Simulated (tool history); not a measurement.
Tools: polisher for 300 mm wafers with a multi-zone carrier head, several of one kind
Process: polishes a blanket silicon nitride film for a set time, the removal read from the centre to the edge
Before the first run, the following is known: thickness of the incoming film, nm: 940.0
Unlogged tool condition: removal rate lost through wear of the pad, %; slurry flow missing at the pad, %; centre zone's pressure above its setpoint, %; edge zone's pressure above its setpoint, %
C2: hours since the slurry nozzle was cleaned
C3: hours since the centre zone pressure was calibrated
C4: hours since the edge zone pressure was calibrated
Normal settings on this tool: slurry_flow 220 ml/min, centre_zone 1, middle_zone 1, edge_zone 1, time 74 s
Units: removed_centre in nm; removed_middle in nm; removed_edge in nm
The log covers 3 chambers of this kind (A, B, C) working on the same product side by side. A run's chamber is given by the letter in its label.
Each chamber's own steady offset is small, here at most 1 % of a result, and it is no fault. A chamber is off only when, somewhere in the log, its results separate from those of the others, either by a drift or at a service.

-- hour=2.4 chamber B: worn pad replaced by a new one
run 1B hour=5.1 | slurry_flow=220 centre_zone=1 middle_zone=1 edge_zone=1 time=74 | wafers_polished_on_this_pad=31 C2=231.4 C3=279.9 C4=282.7 | removed_centre=114.93 removed_middle=115.04 removed_edge=117.85
-- hour=8.3 chamber A: worn pad replaced by a new one
run 2C hour=9.8 | slurry_flow=220 centre_zone=1 middle_zone=1 edge_zone=1 time=74 | wafers_polished_on_this_pad=599 C2=549.9 C3=508.5 C4=648 | removed_centre=114.89 removed_middle=114.41 removed_edge=116.14
run 3A hour=16.7 | slurry_flow=220 centre_zone=1 middle_zone=1 edge_zone=1 time=74 | wafers_polished_on_this_pad=95 C2=126.4 C3=79.1 C4=1121.7 | removed_centre=115.02 removed_middle=117.36 removed_edge=115.78
run 4B hour=21.8 | slurry_flow=220 centre_zone=1 middle_zone=1 edge_zone=1 time=74 | wafers_polished_on_this_pad=220 C2=248.1 C3=296.6 C4=299.4 | removed_centre=115.33 removed_middle=115.33 removed_edge=113.21
run 5A hour=25.9 | slurry_flow=220 centre_zone=1 middle_zone=1 edge_zone=1 time=74 | wafers_polished_on_this_pad=199 C2=135.6 C3=88.3 C4=1130.9 | removed_centre=114.78 removed_middle=117.12 removed_edge=116.34
-- hour=30.8 chamber B: slurry nozzle cleaned
run 6C hour=33.1 | slurry_flow=220 centre_zone=1 middle_zone=1 edge_zone=1 time=74 | wafers_polished_on_this_pad=863 C2=573.2 C3=531.8 C4=671.3 | removed_centre=115.56 removed_middle=116.55 removed_edge=118.92
run 7C hour=40.1 | slurry_flow=220 centre_zone=1 middle_zone=1 edge_zone=1 time=74 | wafers_polished_on_this_pad=942 C2=580.2 C3=538.8 C4=678.3 | removed_centre=116.05 removed_middle=115.88 removed_edge=115.14
run 8B hour=43.6 | slurry_flow=220 centre_zone=1 middle_zone=1 edge_zone=1 time=74 | wafers_polished_on_this_pad=466 C2=12.8 C3=318.4 C4=321.2 | removed_centre=114.91 removed_middle=118.44 removed_edge=116.23
run 9A hour=47.4 | slurry_flow=220 centre_zone=1 middle_zone=1 edge_zone=1 time=74 | wafers_polished_on_this_pad=442 C2=157.1 C3=109.8 C4=1152.4 | removed_centre=113.1 removed_middle=116.63 removed_edge=118.5
run 10B hour=52.6 | slurry_flow=220 centre_zone=1 middle_zone=1 edge_zone=1 time=74 | wafers_polished_on_this_pad=567 C2=21.8 C3=327.4 C4=330.2 | removed_centre=114.67 removed_middle=116.66 removed_edge=114.84
run 11C hour=58 | slurry_flow=220 centre_zone=1.07 middle_zone=1 edge_zone=0.9 time=74 | wafers_polished_on_this_pad=1144 C2=598.1 C3=556.7 C4=696.2 | removed_centre=123.68 removed_middle=116.52 removed_edge=108.34
-- hour=58.9 chamber C: worn pad replaced by a new one
run 12A hour=61.9 | slurry_flow=220 centre_zone=1.07 middle_zone=1 edge_zone=0.9 time=74 | wafers_polished_on_this_pad=606 C2=171.6 C3=124.3 C4=1166.9 | removed_centre=124.28 removed_middle=118.65 removed_edge=107.81
run 13C hour=68 | slurry_flow=220 centre_zone=1.07 middle_zone=1 edge_zone=0.9 time=74 | wafers_polished_on_this_pad=103 C2=608.1 C3=566.7 C4=706.2 | removed_centre=124.77 removed_middle=114.6 removed_edge=111.26
-- hour=69.3 chamber B: worn pad replaced by a new one
run 14B hour=73.1 | slurry_flow=220 centre_zone=0.94 middle_zone=1 edge_zone=1 time=74 | wafers_polished_on_this_pad=43 C2=42.3 C3=347.9 C4=350.7 | removed_centre=107.15 removed_middle=116.74 removed_edge=113.35
run 15A hour=79.6 | slurry_flow=220 centre_zone=0.94 middle_zone=1 edge_zone=1 time=74 | wafers_polished_on_this_pad=805 C2=189.3 C3=142 C4=1184.6 | removed_centre=108.48 removed_middle=117.02 removed_edge=114.87
run 16B hour=85.3 | slurry_flow=220 centre_zone=0.94 middle_zone=1 edge_zone=1 time=74 | wafers_polished_on_this_pad=181 C2=54.5 C3=360.1 C4=362.9 | removed_centre=108.58 removed_middle=117.47 removed_edge=113.96
-- hour=87.1 chamber A: edge zone pressure recalibrated
run 17A hour=90.1 | slurry_flow=220 centre_zone=1 middle_zone=1 edge_zone=1 time=74 | wafers_polished_on_this_pad=924 C2=199.8 C3=152.5 C4=3 | removed_centre=115.74 removed_middle=118.48 removed_edge=115.71
run 18C hour=97.2 | slurry_flow=170 centre_zone=1 middle_zone=1 edge_zone=1 time=58 | wafers_polished_on_this_pad=432 C2=637.3 C3=595.9 C4=735.4 | removed_centre=82.894 removed_middle=83.374 removed_edge=87.926
run 19C hour=102.2 | slurry_flow=170 centre_zone=1 middle_zone=1 edge_zone=1 time=58 | wafers_polished_on_this_pad=489 C2=642.3 C3=600.9 C4=740.4 | removed_centre=81.65 removed_middle=83.032 removed_edge=86.925
run 20B hour=106.2 | slurry_flow=170 centre_zone=1 middle_zone=1 edge_zone=1 time=58 | wafers_polished_on_this_pad=417 C2=75.4 C3=381 C4=383.8 | removed_centre=86.899 removed_middle=86.915 removed_edge=86.348
run 21A hour=111.7 | slurry_flow=220 centre_zone=1 middle_zone=0.88 edge_zone=1.09 time=74 | wafers_polished_on_this_pad=1168 C2=221.4 C3=174.1 C4=24.6 | removed_centre=114.1 removed_middle=104.35 removed_edge=122.87
-- hour=116 chamber A: worn pad replaced by a new one
run 22B hour=116.1 | slurry_flow=220 centre_zone=1 middle_zone=0.88 edge_zone=1.09 time=74 | wafers_polished_on_this_pad=529 C2=85.3 C3=390.9 C4=393.7 | removed_centre=115 removed_middle=103.72 removed_edge=118.66
run 23C hour=121 | slurry_flow=220 centre_zone=1 middle_zone=0.88 edge_zone=1.09 time=74 | wafers_polished_on_this_pad=701 C2=661.1 C3=619.7 C4=759.2 | removed_centre=107.34 removed_middle=97.883 removed_edge=117.3
run 24A hour=126.3 | slurry_flow=220 centre_zone=1 middle_zone=1 edge_zone=1 time=74 | wafers_polished_on_this_pad=117 C2=236 C3=188.7 C4=39.2 | removed_centre=113.12 removed_middle=118.04 removed_edge=116.12
-- hour=126.9 chamber B: worn pad replaced by a new one
run 25B hour=131 | slurry_flow=220 centre_zone=1 middle_zone=1 edge_zone=1 time=74 | wafers_polished_on_this_pad=46 C2=100.2 C3=405.8 C4=408.6 | removed_centre=112.82 removed_middle=116.48 removed_edge=116.11

Each of the 3 chambers runs these same settings next. Fill in every chamber's results:
run 26A hour=136.2 | slurry_flow=220 centre_zone=1 middle_zone=1 edge_zone=1 time=74 | removed_centre=? removed_middle=? removed_edge=?
run 26B hour=136.2 | slurry_flow=220 centre_zone=1 middle_zone=1 edge_zone=1 time=74 | removed_centre=? removed_middle=? removed_edge=?
run 26C hour=136.2 | slurry_flow=220 centre_zone=1 middle_zone=1 edge_zone=1 time=74 | removed_centre=? removed_middle=? removed_edge=?

run=26A removed_centre=112.12 removed_middle=116.87 removed_edge=117.41
run=26B removed_centre=112.87 removed_middle=116.13 removed_edge=116.01
run=26C removed_centre=104.55 removed_middle=107.03 removed_edge=111.3

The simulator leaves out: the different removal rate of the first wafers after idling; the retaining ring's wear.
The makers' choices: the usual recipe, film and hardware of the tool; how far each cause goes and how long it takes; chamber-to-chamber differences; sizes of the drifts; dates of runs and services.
